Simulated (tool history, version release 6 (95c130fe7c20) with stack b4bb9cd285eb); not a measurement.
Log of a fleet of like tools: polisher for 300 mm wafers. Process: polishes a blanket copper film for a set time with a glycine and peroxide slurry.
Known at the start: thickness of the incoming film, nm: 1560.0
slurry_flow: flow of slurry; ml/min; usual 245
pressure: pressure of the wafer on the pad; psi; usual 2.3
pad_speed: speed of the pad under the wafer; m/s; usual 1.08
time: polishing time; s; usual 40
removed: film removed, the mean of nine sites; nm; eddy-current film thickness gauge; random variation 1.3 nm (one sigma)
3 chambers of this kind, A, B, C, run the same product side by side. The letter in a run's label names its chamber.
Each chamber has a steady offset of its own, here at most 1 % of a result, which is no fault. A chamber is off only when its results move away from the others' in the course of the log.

{"hour": 1.4, "done": "chamber B: slurry nozzle cleaned"}
{"run": "1C", "hour": 8.1, "slurry_flow": 245, "pressure": 2.3, "pad_speed": 1.08, "time": 40, "removed": 186.57}
{"run": "2B", "hour": 13.2, "slurry_flow": 245, "pressure": 2.3, "pad_speed": 1.08, "time": 40, "removed": 184.34}
{"hour": 14.8, "done": "chamber A: worn pad replaced by a new one"}
{"run": "3A", "hour": 19.9, "slurry_flow": 245, "pressure": 2.3, "pad_speed": 1.08, "time": 40, "removed": 185.29}
{"hour": 26.4, "done": "chamber A: slurry nozzle cleaned"}
{"run": "4C", "hour": 28.9, "slurry_flow": 245, "pressure": 2.3, "pad_speed": 1.08, "time": 40, "removed": 186.84}
{"run": "5B", "hour": 34.3, "slurry_flow": 245, "pressure": 2.3, "pad_speed": 1.08, "time": 40, "removed": 183.84}
{"hour": 35.4, "done": "chamber C: worn pad replaced by a new one"}
{"hour": 36.9, "done": "chamber B: worn pad replaced by a new one"}
{"run": "6A", "hour": 43.2, "slurry_flow": 310, "pressure": 2.3, "pad_speed": 0.9, "time": 40, "removed": 164.02}
{"run": "7A", "hour": 50.7, "slurry_flow": 310, "pressure": 2.3, "pad_speed": 0.9, "time": 40, "removed": 165.91}
{"run": "8C", "hour": 58.0, "slurry_flow": 310, "pressure": 2.3, "pad_speed": 0.9, "time": 40, "removed": 164.29}
{"run": "9B", "hour": 65.1, "slurry_flow": 245, "pressure": 2.3, "pad_speed": 1.08, "time": 40, "removed": 183.07}
{"run": "10A", "hour": 74.1, "slurry_flow": 245, "pressure": 2.3, "pad_speed": 1.22, "time": 49, "removed": 250.96}
{"run": "11B", "hour": 80.8, "slurry_flow": 245, "pressure": 2.3, "pad_speed": 1.22, "time": 49, "removed": 251.89}
{"run": "12C", "hour": 90.3, "slurry_flow": 245, "pressure": 2.3, "pad_speed": 1.22, "time": 49, "removed": 250.48}
{"run": "13B", "hour": 100.0, "slurry_flow": 245, "pressure": 2.3, "pad_speed": 1.08, "time": 40, "removed": 181.19}
{"run": "14A", "hour": 109.0, "slurry_flow": 245, "pressure": 2.3, "pad_speed": 1.08, "time": 40, "removed": 184.89}
{"run": "15C", "hour": 116.3, "slurry_flow": 245, "pressure": 2.3, "pad_speed": 1.08, "time": 40, "removed": 181.1}
{"hour": 122.8, "done": "chamber B: worn pad replaced by a new one"}
{"run": "16C", "hour": 124.5, "slurry_flow": 245, "pressure": 2.3, "pad_speed": 1.08, "time": 40, "removed": 183.48}
{"hour": 130.9, "done": "chamber C: worn pad replaced by a new one"}
{"run": "17B", "hour": 131.4, "slurry_flow": 245, "pressure": 2.3, "pad_speed": 1.08, "time": 40, "removed": 184.64}
{"run": "18A", "hour": 135.8, "slurry_flow": 245, "pressure": 2.3, "pad_speed": 1.08, "time": 40, "removed": 187.36}
{"run": "19C", "hour": 140.8, "slurry_flow": 245, "pressure": 2.3, "pad_speed": 1.08, "time": 40, "removed": 184.48}
{"run": "20B", "hour": 148.3, "slurry_flow": 325, "pressure": 1.8, "pad_speed": 1.08, "time": 40, "removed": 155.51}
{"run": "21A", "hour": 157.8, "slurry_flow": 325, "pressure": 1.8, "pad_speed": 1.08, "time": 40, "removed": 158.99}
{"run": "22C", "hour": 166.5, "slurry_flow": 325, "pressure": 1.8, "pad_speed": 1.08, "time": 40, "removed": 154.07}
{"run": "23A", "hour": 175.5, "slurry_flow": 305, "pressure": 2.3, "pad_speed": 1.08, "time": 50, "removed": 240.03}
{"hour": 177.4, "done": "chamber A: worn pad replaced by a new one"}
{"run": "24B", "hour": 183.3, "slurry_flow": 305, "pressure": 2.3, "pad_speed": 1.08, "time": 50, "removed": 237.58}
{"run": "25A", "hour": 188.3, "slurry_flow": 305, "pressure": 2.3, "pad_speed": 1.08, "time": 50, "removed": 241.04}
{"run": "26C", "hour": 197.4, "slurry_flow": 245, "pressure": 2.3, "pad_speed": 0.72, "time": 45, "removed": 147.34}
{"run": "27B", "hour": 206.4, "slurry_flow": 245, "pressure": 2.3, "pad_speed": 0.72, "time": 45, "removed": 151.57}
{"hour": 210.3, "done": "chamber B: worn pad replaced by a new one"}
{"run": "28C", "hour": 213.9, "slurry_flow": 245, "pressure": 2.3, "pad_speed": 0.72, "time": 45, "removed": 146.49}
{"hour": 220.6, "done": "chamber C: worn pad replaced by a new one"}
{"run": "29B", "hour": 220.7, "slurry_flow": 245, "pressure": 2.3, "pad_speed": 1.08, "time": 40, "removed": 182.03}
{"run": "30A", "hour": 227.3, "slurry_flow": 245, "pressure": 2.3, "pad_speed": 1.08, "time": 40, "removed": 185.77}
{"run": "31A", "hour": 236.2, "slurry_flow": 245, "pressure": 2.3, "pad_speed": 1.08, "time": 40, "removed": 186.15}
{"run": "32C", "hour": 243.0, "slurry_flow": 245, "pressure": 2.3, "pad_speed": 1.08, "time": 40, "removed": 172.01}

What goes on in this fleet: one chamber off, a drifting gauge, or nothing beyond the chambers' own small offsets? Name the chamber and the cause, if any.

Chamber C drifts away from the others.
Cause: slurry flow missing at the pad, % = 40.2.
The log may not tell that from: head's pressure below its setpoint, %.

Here are 4 candidates for chamber C's next run, each the usual settings with a change, their results left as question marks. Which one brings its results back in line with what the others give on the usual settings?
In line means no further than this from the other chambers' mean on the usual settings: removed 4.50 nm
{"run": "33C-1", "hour": 250.2, "slurry_flow": 240, "pressure": 2.3, "pad_speed": 1.02, "time": 37, "removed": "?"}
{"run": "33C-2", "hour": 250.2, "slurry_flow": 245, "pressure": 2.3, "pad_speed": 1.16, "time": 43, "removed": "?"}
{"run": "33C-3", "hour": 250.2, "slurry_flow": 245, "pressure": 2.3, "pad_speed": 1.04, "time": 39, "removed": "?"}
{"run": "33C-4", "hour": 250.2, "slurry_flow": 250, "pressure": 2.5, "pad_speed": 1.08, "time": 40, "removed": "?"}

The other chambers' mean on the usual settings: removed 184.77 nm
run=33C-1 removed=152.14
run=33C-2 removed=196.87
run=33C-3 removed=163.48
run=33C-4 removed=185.54
33C-4 brings the chamber back in line.
